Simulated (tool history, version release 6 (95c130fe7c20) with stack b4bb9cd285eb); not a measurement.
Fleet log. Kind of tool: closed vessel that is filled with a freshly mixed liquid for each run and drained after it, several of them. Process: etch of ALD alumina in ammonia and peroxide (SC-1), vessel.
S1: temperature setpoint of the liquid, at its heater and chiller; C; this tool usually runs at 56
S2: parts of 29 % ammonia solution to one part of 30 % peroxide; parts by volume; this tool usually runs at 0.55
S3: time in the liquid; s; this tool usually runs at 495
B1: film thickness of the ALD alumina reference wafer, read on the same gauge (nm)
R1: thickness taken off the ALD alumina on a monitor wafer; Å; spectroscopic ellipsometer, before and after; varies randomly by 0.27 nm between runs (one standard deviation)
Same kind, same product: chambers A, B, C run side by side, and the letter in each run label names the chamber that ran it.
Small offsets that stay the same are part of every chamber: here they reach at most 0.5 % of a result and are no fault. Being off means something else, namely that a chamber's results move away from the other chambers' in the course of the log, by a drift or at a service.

| run | day | S1 | S2 | S3 | B1 | R1 |
|---|---|---|---|---|---|---|
| 1A | 0.312 | 56 | 0.55 | 495 | 100.02 | 338.82 |
| 2C | 0.654 | 56 | 0.55 | 495 | 99.991 | 338.68 |
| 3B | 1.033 | 56 | 0.55 | 495 | 100.01 | 338.23 |
| 4B | 1.254 | 56 | 0.55 | 495 | 99.998 | 339.15 |
| 5C | 1.521 | 56 | 0.55 | 495 | 100.02 | 343.53 |
| 6A | 1.725 | 56 | 0.55 | 495 | 99.993 | 340.41 |
| 7B | 2.079 | 56 | 0.55 | 495 | 99.981 | 336.78 |
| 8A | 2.446 | 56 | 0.55 | 495 | 99.953 | 336.29 |
| 9C | 2.829 | 56 | 0.55 | 495 | 100.01 | 343.2 |
| 10B | 3.029 | 56 | 0.55 | 495 | 100 | 342.92 |
| 11A | 3.375 | 56 | 0.55 | 495 | 100.01 | 342.45 |
| 12C | 3.775 | 56 | 0.55 | 495 | 100.03 | 340.89 |
| 13B | 4.133 | 56 | 0.55 | 495 | 99.97 | 346.19 |
| 14A | 4.35 | 56 | 0.55 | 495 | 99.971 | 339.04 |
| 15C | 4.638 | 64 | 0.55 | 770 | 100 | 797.43 |
| 16A | 4.825 | 64 | 0.55 | 770 | 100.03 | 796.3 |
| 17C | 5.212 | 64 | 0.55 | 770 | 99.971 | 797.22 |
| 18B | 5.45 | 56 | 0.55 | 495 | 100.01 | 351.56 |
| 19B | 5.65 | 56 | 0.55 | 255 | 99.957 | 180.28 |
| 20A | 5.954 | 56 | 0.55 | 255 | 99.985 | 173.64 |

Predict what each chamber gives when all 3 of them run the settings below next.
| 21A | 6.262 | 56 | 0.55 | 400 |  | ? |
| 21B | 6.262 | 56 | 0.55 | 400 |  | ? |
| 21C | 6.262 | 56 | 0.55 | 400 |  | ? |

| run | R1 |
|---|---|
| 21A | 274.81 |
| 21B | 287.09 |
| 21C | 275.04 |
